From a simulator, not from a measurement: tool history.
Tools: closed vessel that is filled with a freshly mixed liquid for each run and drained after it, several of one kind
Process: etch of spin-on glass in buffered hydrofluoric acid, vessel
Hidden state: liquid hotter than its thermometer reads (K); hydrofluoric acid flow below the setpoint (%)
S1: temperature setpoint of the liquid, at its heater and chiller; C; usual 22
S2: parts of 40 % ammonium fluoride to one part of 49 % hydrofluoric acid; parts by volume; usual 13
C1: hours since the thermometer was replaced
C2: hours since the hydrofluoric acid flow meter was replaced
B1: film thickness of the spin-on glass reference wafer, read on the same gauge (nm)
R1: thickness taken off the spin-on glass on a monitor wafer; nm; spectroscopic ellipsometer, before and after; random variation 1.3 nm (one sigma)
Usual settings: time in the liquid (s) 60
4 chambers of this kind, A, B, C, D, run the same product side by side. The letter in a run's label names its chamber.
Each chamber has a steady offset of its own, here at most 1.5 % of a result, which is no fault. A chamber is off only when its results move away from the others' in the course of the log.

{"run": "1C", "hour": 10.8, "S1": 22, "S2": 13, "time in the liquid (s)": 60, "C1": 673.9, "C2": 162.3, "B1": 70.021, "R1": 154.38}
{"run": "2B", "hour": 16.8, "S1": 22, "S2": 13, "time in the liquid (s)": 60, "C1": 331, "C2": 299.3, "B1": 69.991, "R1": 151.03}
{"run": "3D", "hour": 23.6, "S1": 22, "S2": 13, "time in the liquid (s)": 60, "C1": 778.3, "C2": 996, "B1": 70.008, "R1": 152.12}
{"run": "4A", "hour": 32.6, "S1": 22, "S2": 13, "time in the liquid (s)": 60, "C1": 278.3, "C2": 837.4, "B1": 70.029, "R1": 153.86}
{"run": "5C", "hour": 40.0, "S1": 22, "S2": 13, "time in the liquid (s)": 60, "C1": 703.1, "C2": 191.5, "B1": 70.011, "R1": 155.19}
{"run": "6A", "hour": 51.9, "S1": 22, "S2": 13, "time in the liquid (s)": 60, "C1": 297.6, "C2": 856.7, "B1": 69.99, "R1": 153.6}
{"run": "7B", "hour": 60.8, "S1": 22, "S2": 13, "time in the liquid (s)": 60, "C1": 375, "C2": 343.3, "B1": 70.007, "R1": 154.95}
{"run": "8D", "hour": 70.1, "S1": 22, "S2": 13, "time in the liquid (s)": 60, "C1": 824.8, "C2": 1042.5, "B1": 70.031, "R1": 151.88}
{"run": "9B", "hour": 76.0, "S1": 22, "S2": 15, "time in the liquid (s)": 80, "C1": 390.2, "C2": 358.5, "B1": 69.979, "R1": 179.35}
{"run": "10A", "hour": 87.1, "S1": 22, "S2": 15, "time in the liquid (s)": 80, "C1": 332.8, "C2": 891.9, "B1": 69.986, "R1": 180.73}
{"run": "11C", "hour": 99.0, "S1": 22, "S2": 15, "time in the liquid (s)": 80, "C1": 762.1, "C2": 250.5, "B1": 69.99, "R1": 179.84}
{"run": "12D", "hour": 110.0, "S1": 22, "S2": 15, "time in the liquid (s)": 80, "C1": 864.7, "C2": 1082.4, "B1": 70.014, "R1": 179.26}
{"run": "13C", "hour": 116.9, "S1": 22, "S2": 13, "time in the liquid (s)": 60, "C1": 780, "C2": 268.4, "B1": 69.986, "R1": 155.19}
{"run": "14B", "hour": 127.9, "S1": 22, "S2": 13, "time in the liquid (s)": 60, "C1": 442.1, "C2": 410.4, "B1": 69.983, "R1": 153.65}
{"run": "15A", "hour": 135.8, "S1": 22, "S2": 13, "time in the liquid (s)": 60, "C1": 381.5, "C2": 940.6, "B1": 70.025, "R1": 154.13}
{"run": "16D", "hour": 147.0, "S1": 22, "S2": 13, "time in the liquid (s)": 60, "C1": 901.7, "C2": 1119.4, "B1": 69.991, "R1": 154.96}
{"run": "17C", "hour": 155.2, "S1": 22, "S2": 13, "time in the liquid (s)": 60, "C1": 818.3, "C2": 306.7, "B1": 69.982, "R1": 155.25}
{"run": "18A", "hour": 163.5, "S1": 22, "S2": 13, "time in the liquid (s)": 60, "C1": 409.2, "C2": 968.3, "B1": 70, "R1": 154.41}
{"run": "19D", "hour": 175.2, "S1": 22, "S2": 13, "time in the liquid (s)": 60, "C1": 929.9, "C2": 1147.6, "B1": 69.998, "R1": 156.81}
{"run": "20B", "hour": 183.0, "S1": 19, "S2": 13, "time in the liquid (s)": 35, "C1": 497.2, "C2": 465.5, "B1": 70.002, "R1": 76.127}
{"run": "21C", "hour": 193.2, "S1": 19, "S2": 13, "time in the liquid (s)": 35, "C1": 856.3, "C2": 344.7, "B1": 70.011, "R1": 77.806}
{"run": "22B", "hour": 205.4, "S1": 19, "S2": 13, "time in the liquid (s)": 35, "C1": 519.6, "C2": 487.9, "B1": 70.042, "R1": 76.402}
{"run": "23D", "hour": 215.7, "S1": 19, "S2": 13, "time in the liquid (s)": 35, "C1": 970.4, "C2": 1188.1, "B1": 70.031, "R1": 78.601}
{"run": "24A", "hour": 226.9, "S1": 22, "S2": 13, "time in the liquid (s)": 60, "C1": 472.6, "C2": 1031.7, "B1": 69.968, "R1": 153.43}
{"run": "25B", "hour": 235.6, "S1": 22, "S2": 8.5, "time in the liquid (s)": 40, "C1": 549.8, "C2": 518.1, "B1": 69.964, "R1": 148.76}
{"run": "26A", "hour": 245.5, "S1": 22, "S2": 8.5, "time in the liquid (s)": 40, "C1": 491.2, "C2": 1050.3, "B1": 70.016, "R1": 149.68}
{"run": "27C", "hour": 254.4, "S1": 22, "S2": 8.5, "time in the liquid (s)": 40, "C1": 917.5, "C2": 405.9, "B1": 69.97, "R1": 152.72}
{"run": "28D", "hour": 263.3, "S1": 22, "S2": 8.5, "time in the liquid (s)": 40, "C1": 1018, "C2": 1235.7, "B1": 70.004, "R1": 156.85}
{"run": "29D", "hour": 269.6, "S1": 22, "S2": 13, "time in the liquid (s)": 60, "C1": 1024.3, "C2": 1242, "B1": 70.003, "R1": 159.71}
{"run": "30B", "hour": 275.5, "S1": 22, "S2": 13, "time in the liquid (s)": 60, "C1": 589.7, "C2": 558, "B1": 70.026, "R1": 153.61}
{"run": "31C", "hour": 285.7, "S1": 22, "S2": 11, "time in the liquid (s)": 35, "C1": 948.8, "C2": 437.2, "B1": 70.024, "R1": 106.34}
{"run": "32A", "hour": 297.0, "S1": 22, "S2": 11, "time in the liquid (s)": 35, "C1": 542.7, "C2": 1101.8, "B1": 69.99, "R1": 105.5}

All 4 chambers run these settings next. Forecast each chamber's results:
{"run": "33A", "hour": 305.7, "S1": 22, "S2": 13, "time in the liquid (s)": 60, "R1": "?"}
{"run": "33B", "hour": 305.7, "S1": 22, "S2": 13, "time in the liquid (s)": 60, "R1": "?"}
{"run": "33C", "hour": 305.7, "S1": 22, "S2": 13, "time in the liquid (s)": 60, "R1": "?"}
{"run": "33D", "hour": 305.7, "S1": 22, "S2": 13, "time in the liquid (s)": 60, "R1": "?"}

run=33A R1=153.53
run=33B R1=154.63
run=33C R1=156.81
run=33D R1=161.44
